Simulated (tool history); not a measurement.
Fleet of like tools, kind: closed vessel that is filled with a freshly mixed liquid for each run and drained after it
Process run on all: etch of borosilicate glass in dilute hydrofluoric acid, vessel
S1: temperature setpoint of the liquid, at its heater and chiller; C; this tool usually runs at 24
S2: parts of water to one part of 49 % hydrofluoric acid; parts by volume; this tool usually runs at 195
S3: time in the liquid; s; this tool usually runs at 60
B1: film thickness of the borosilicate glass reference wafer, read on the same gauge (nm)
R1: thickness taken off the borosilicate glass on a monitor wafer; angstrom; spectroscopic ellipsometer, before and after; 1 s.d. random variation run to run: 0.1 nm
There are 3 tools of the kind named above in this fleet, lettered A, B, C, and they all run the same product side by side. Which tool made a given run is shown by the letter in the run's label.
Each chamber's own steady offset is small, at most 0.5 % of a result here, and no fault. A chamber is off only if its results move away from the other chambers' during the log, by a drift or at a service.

run   hour  S1   S2  S3       B1       R1
       6.1  -- chamber B: thermometer replaced
 1A   10.9  24  195  60   99.989  115.700
 2C   18.7  24  195  60  100.020  115.590
 3B   29.0  24  195  60   99.991  116.590
 4B   39.8  24  195  60  100.010  116.140
 5C   48.8  24  195  60  100.010  114.810
 6A   56.2  24  195  60   99.998  117.720
 7A   62.1  24  195  60   99.989  120.350
 8B   73.5  24  195  60   99.994  116.030
 9C   78.8  24  195  60   99.987  114.260
10C   85.5  28  145  60  100.000  193.610
11A   96.2  28  145  60  100.030  194.640
12B  106.3  28  145  60  100.010  191.780
13C  114.9  24  195  60   99.994  115.420
14B  120.1  24  195  60   99.997  117.880
15A  128.8  24  195  60  100.000  120.210
16B  136.1  24  195  60   99.986  117.170
17C  141.8  24  195  60   99.995  116.700
18A  149.7  24  195  60  100.010  123.580
19C  160.7  24  195  60  100.030  117.350
20B  171.4  24  195  60   99.989  115.840
21A  178.1  24  195  60   99.996  124.670
22C  183.9  24  195  60  100.010  115.720
23B  189.4  24  195  60   99.987  115.680

The same settings go to every chamber for the next run, one line per chamber below. Forecast the results for each:
24A  197.5  24  230  60       ?
24B  197.5  24  230  60       ?
24C  197.5  24  230  60       ?

run       R1
24A  103.150
24B   95.353
24C   95.720
